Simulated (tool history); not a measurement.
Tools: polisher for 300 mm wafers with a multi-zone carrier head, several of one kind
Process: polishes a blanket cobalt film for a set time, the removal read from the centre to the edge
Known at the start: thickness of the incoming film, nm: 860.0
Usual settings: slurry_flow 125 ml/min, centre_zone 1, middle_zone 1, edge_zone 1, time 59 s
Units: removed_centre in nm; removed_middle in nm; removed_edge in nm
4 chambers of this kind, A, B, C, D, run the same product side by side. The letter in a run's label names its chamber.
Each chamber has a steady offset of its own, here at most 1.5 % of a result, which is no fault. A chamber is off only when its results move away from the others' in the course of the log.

run	hour	slurry_flow	centre_zone	middle_zone	edge_zone	time	removed_centre	removed_middle	removed_edge
1A	5	125	1	1	1	59	302.33	302.39	299.28
# hour 7.6: chamber D: worn pad replaced by a new one
2C	10.4	125	1	1	1	59	306.76	296.12	297.27
3B	16.2	125	1	1	1	59	304.35	300.58	311.87
4D	20.3	125	1	1	1	59	296.22	295.38	300.19
5A	27.8	125	1	1	1	59	301.58	298.92	307.75
6D	31.8	125	1	1	1	59	297.85	305.12	308.28
7C	35.2	125	1	1	1	59	293.16	297.56	300.1
8B	41.3	125	1	1	1	59	292.24	295.32	302.3
# hour 43.5: chamber D: centre zone pressure recalibrated
9A	45.2	125	1	1	1	59	300.74	298.3	299.91
10C	50.5	125	1	1	1	59	301.96	297.27	301.78
11B	54.7	125	1	1	1	59	304.94	300.38	309.05
12D	58.6	125	1	1	1	59	274.49	300.22	301.87
13B	63.6	125	1	1	1	59	306.61	300.47	304.5
14D	67.8	125	1.07	1	1	59	292.52	304.8	302.63
15A	71.6	125	1.07	1	1	59	329.52	300.84	292.8
16C	76.4	125	1.07	1	1	59	325.19	295.79	294.4
# hour 78.6: chamber B: worn pad replaced by a new one
# hour 82.5: chamber A: worn pad replaced by a new one
17A	83.5	125	1.07	1	1	59	332.51	301.41	297.83
18B	87.6	125	1	1	1	59	294.73	298.56	308.27
19C	91.5	125	1	1	1	59	299.82	301.16	298.29
20D	98.7	125	1	1	1	44	202.3	225.59	224.14
21C	105.7	125	1	1	1	44	221.86	219.86	223.12
22A	109	125	1	1	1	44	226.4	225.05	221.07
23D	114.8	125	1	1	1	44	201.67	225.52	228.93
24B	122.1	125	1	1	1	59	303.32	296.4	302.28
# hour 127: chamber D: worn pad replaced by a new one
25B	128.9	125	1	1	1	59	299.72	296.84	300.52
26C	132.5	125	1	1	1	59	301.71	292.16	295.52
27A	138.9	125	0.94	1.05	1	59	281.13	315.53	296.3
28D	143.7	125	0.94	1.05	1	59	255.76	316.96	304.8

What goes on in this fleet: one chamber off, a drifting gauge, or nothing beyond the chambers' own small offsets? Name the chamber and the cause, if any.

A service left chamber D off against the others.
Cause: centre zone's pressure below its setpoint, % = 7.5.

Here are 4 candidates for chamber D's next run, each the usual settings with a change, their results left as question marks. Which one brings its results back in line with what the others give on the usual settings?
In line means no further than this from the other chambers' mean on the usual settings: removed_centre 12 nm; removed_middle 8.3 nm; removed_edge 12 nm
29D-1	149.1	130	1.08	0.98	0.97	59	?	?	?
29D-2	149.1	120	0.92	1.02	1.03	59	?	?	?
29D-3	149.1	125	1.02	1	0.99	59	?	?	?
29D-4	149.1	125	0.98	1	1.01	59	?	?	?

The other chambers' mean on the usual settings: removed_centre 299.17 nm; removed_middle 297.95 nm; removed_edge 300.64 nm
run	removed_centre	removed_middle	removed_edge
29D-1	301.67	298.04	300.55
29D-2	247.03	304.03	306.24
29D-3	280.35	301.15	301.88
29D-4	268.06	301.2	305.1
29D-1 brings the chamber back in line.
